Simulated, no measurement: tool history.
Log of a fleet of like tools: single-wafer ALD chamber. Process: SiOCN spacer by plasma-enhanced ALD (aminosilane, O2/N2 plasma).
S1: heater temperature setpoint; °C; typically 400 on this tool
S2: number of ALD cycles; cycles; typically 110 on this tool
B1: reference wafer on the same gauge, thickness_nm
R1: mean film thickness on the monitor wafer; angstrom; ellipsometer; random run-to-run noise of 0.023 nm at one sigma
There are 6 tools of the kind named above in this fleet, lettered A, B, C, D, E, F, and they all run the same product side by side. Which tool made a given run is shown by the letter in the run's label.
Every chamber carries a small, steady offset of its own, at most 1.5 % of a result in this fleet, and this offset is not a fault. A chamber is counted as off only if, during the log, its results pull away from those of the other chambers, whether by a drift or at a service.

Run 1E, day 0.408: usual settings; B1 7.2544. Result: R1 67.041 angstrom.
Run 2A, day 0.888: usual settings; B1 7.2516. Result: R1 65.726 angstrom.
Run 3B, day 1.258: usual settings; B1 7.2394. Result: R1 66.825 angstrom.
Run 4D, day 1.508: usual settings; B1 7.2458. Result: R1 66.338 angstrom.
Run 5C, day 1.742: usual settings; B1 7.2461. Result: R1 65.971 angstrom.
Run 6F, day 2.167: usual settings but S1 392 °C, S2 123 cycles; B1 7.2508. Result: R1 73.713 angstrom.
Run 7C, day 2.492: usual settings but S1 392 °C, S2 123 cycles; B1 7.255. Result: R1 73.945 angstrom.
Run 8F, day 2.725: usual settings but S1 392 °C, S2 123 cycles; B1 7.2519. Result: R1 74.212 angstrom.
Run 9D, day 3.167: usual settings but S1 392 °C, S2 123 cycles; B1 7.2541. Result: R1 74.424 angstrom.
Run 10A, day 3.654: usual settings but S1 392 °C, S2 123 cycles; B1 7.2536. Result: R1 73.125 angstrom.
Run 11B, day 3.992: usual settings but S1 392 °C, S2 123 cycles; B1 7.2447. Result: R1 75.055 angstrom.
Run 12E, day 4.292: usual settings; B1 7.2528. Result: R1 66.689 angstrom.
Run 13C, day 4.625: usual settings; B1 7.2541. Result: R1 66.285 angstrom.
Run 14F, day 5.117: usual settings; B1 7.245. Result: R1 66.284 angstrom.
Run 15E, day 5.512: usual settings; B1 7.2514. Result: R1 66.911 angstrom.
Run 16D, day 5.867: usual settings; B1 7.251. Result: R1 66.3 angstrom.
Run 17A, day 6.308: usual settings; B1 7.2537. Result: R1 65.836 angstrom.
Run 18B, day 6.692: usual settings; B1 7.2551. Result: R1 67.06 angstrom.
Run 19F, day 7.004: usual settings; B1 7.2539. Result: R1 66.672 angstrom.
Run 20B, day 7.4: usual settings but S2 126 cycles; B1 7.252. Result: R1 76.526 angstrom.
Run 21A, day 7.733: usual settings but S2 126 cycles; B1 7.2413. Result: R1 75.003 angstrom.
Run 22E, day 8.112: usual settings but S2 126 cycles; B1 7.2531. Result: R1 76.775 angstrom.
Run 23C, day 8.492: usual settings but S2 126 cycles; B1 7.247. Result: R1 75.653 angstrom.
Run 24D, day 8.738: usual settings but S2 126 cycles; B1 7.2488. Result: R1 76.169 angstrom.
Run 25D, day 9.096: usual settings but S2 126 cycles; B1 7.2467. Result: R1 75.903 angstrom.
Run 26C, day 9.412: usual settings; B1 7.2518. Result: R1 65.894 angstrom.
Run 27E, day 9.921: usual settings; B1 7.2523. Result: R1 67.226 angstrom.
Run 28F, day 10.179: usual settings; B1 7.2492. Result: R1 66.213 angstrom.
Run 29B, day 10.454: usual settings but S1 388 °C, S2 97 cycles; B1 7.2485. Result: R1 58.971 angstrom.
Run 30A, day 10.758: usual settings but S1 388 °C, S2 97 cycles; B1 7.2479. Result: R1 57.628 angstrom.
Run 31C, day 11.292: usual settings but S1 388 °C, S2 97 cycles; B1 7.2523. Result: R1 58.219 angstrom.
Run 32F, day 11.804: usual settings but S1 388 °C, S2 97 cycles; B1 7.2538. Result: R1 58.113 angstrom.
Run 33E, day 12.112: usual settings but S1 388 °C, S2 97 cycles; B1 7.2488. Result: R1 59.49 angstrom.
Run 34A, day 12.379: usual settings but S1 388 °C, S2 97 cycles; B1 7.2544. Result: R1 57.895 angstrom.
Run 35B, day 12.708: usual settings; B1 7.2484. Result: R1 67.226 angstrom.
Run 36D, day 12.946: usual settings but S1 391 °C, S2 130 cycles; B1 7.2524. Result: R1 78.875 angstrom.
Run 37B, day 13.217: usual settings but S1 391 °C, S2 130 cycles; B1 7.257. Result: R1 78.528 angstrom.
Run 38F, day 13.742: usual settings but S1 391 °C, S2 130 cycles; B1 7.245. Result: R1 77.365 angstrom.

Which is it: a chamber that has drifted or been left off by a service, a gauge drift common to all chambers, or only each chamber's usual small offset? If a chamber is off, name it and its likeliest cause.

Nothing is wrong: each chamber keeps only its own small, steady offset and the gauge holds still.
